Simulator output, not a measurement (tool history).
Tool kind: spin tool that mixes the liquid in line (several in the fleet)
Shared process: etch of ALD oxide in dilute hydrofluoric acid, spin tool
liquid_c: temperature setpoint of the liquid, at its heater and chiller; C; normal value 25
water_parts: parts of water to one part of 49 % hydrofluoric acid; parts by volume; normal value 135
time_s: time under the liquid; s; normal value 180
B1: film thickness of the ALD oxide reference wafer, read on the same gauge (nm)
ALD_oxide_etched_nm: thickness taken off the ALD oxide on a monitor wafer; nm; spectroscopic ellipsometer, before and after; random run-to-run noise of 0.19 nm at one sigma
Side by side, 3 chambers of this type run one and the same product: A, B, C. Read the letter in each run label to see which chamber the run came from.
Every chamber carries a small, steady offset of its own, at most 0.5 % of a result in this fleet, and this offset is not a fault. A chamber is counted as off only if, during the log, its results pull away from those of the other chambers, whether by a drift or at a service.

Run 1C, hour 6.0: usual settings; B1 110.03. Result: ALD_oxide_etched_nm 22.386 nm.
Run 2B, hour 14.6: usual settings; B1 110.00. Result: ALD_oxide_etched_nm 21.952 nm.
Run 3A, hour 18.7: usual settings; B1 110.00. Result: ALD_oxide_etched_nm 22.404 nm.
Run 4C, hour 23.9: usual settings; B1 109.99. Result: ALD_oxide_etched_nm 22.127 nm.
Run 5A, hour 32.1: usual settings; B1 109.99. Result: ALD_oxide_etched_nm 22.579 nm.
Run 6B, hour 39.9: usual settings; B1 110.02. Result: ALD_oxide_etched_nm 21.961 nm.
Run 7B, hour 44.0: usual settings; B1 109.97. Result: ALD_oxide_etched_nm 22.156 nm.
Run 8A, hour 52.7: usual settings; B1 109.99. Result: ALD_oxide_etched_nm 22.307 nm.
Run 9C, hour 61.3: usual settings; B1 109.97. Result: ALD_oxide_etched_nm 21.608 nm.
Run 10B, hour 68.4: usual settings; B1 110.03. Result: ALD_oxide_etched_nm 22.234 nm.
Run 11A, hour 73.8: usual settings; B1 109.99. Result: ALD_oxide_etched_nm 22.351 nm.
Run 12C, hour 81.8: usual settings; B1 110.01. Result: ALD_oxide_etched_nm 21.696 nm.
Run 13A, hour 86.7: usual settings; B1 109.97. Result: ALD_oxide_etched_nm 22.671 nm.
Run 14B, hour 92.7: usual settings; B1 109.99. Result: ALD_oxide_etched_nm 22.294 nm.
Run 15C, hour 96.8: usual settings; B1 109.99. Result: ALD_oxide_etched_nm 21.363 nm.
Run 16A, hour 104.8: usual settings; B1 109.99. Result: ALD_oxide_etched_nm 22.557 nm.
Run 17C, hour 111.4: usual settings; B1 110.02. Result: ALD_oxide_etched_nm 21.212 nm.
Run 18B, hour 120.3: usual settings; B1 110.02. Result: ALD_oxide_etched_nm 22.277 nm.
Run 19C, hour 126.4: usual settings; B1 109.99. Result: ALD_oxide_etched_nm 21.099 nm.
Run 20B, hour 131.5: usual settings but time_s 130 s; B1 110.00. Result: ALD_oxide_etched_nm 16.549 nm.

All chambers now run identical settings, listed one chamber a line with results as question marks. What results will each chamber show?
Run 21A, hour 138.2: usual settings. Result: ALD_oxide_etched_nm ?.
Run 21B, hour 138.2: usual settings. Result: ALD_oxide_etched_nm ?.
Run 21C, hour 138.2: usual settings. Result: ALD_oxide_etched_nm ?.

run  ALD_oxide_etched_nm
21A               22.500
21B               22.448
21C               21.133

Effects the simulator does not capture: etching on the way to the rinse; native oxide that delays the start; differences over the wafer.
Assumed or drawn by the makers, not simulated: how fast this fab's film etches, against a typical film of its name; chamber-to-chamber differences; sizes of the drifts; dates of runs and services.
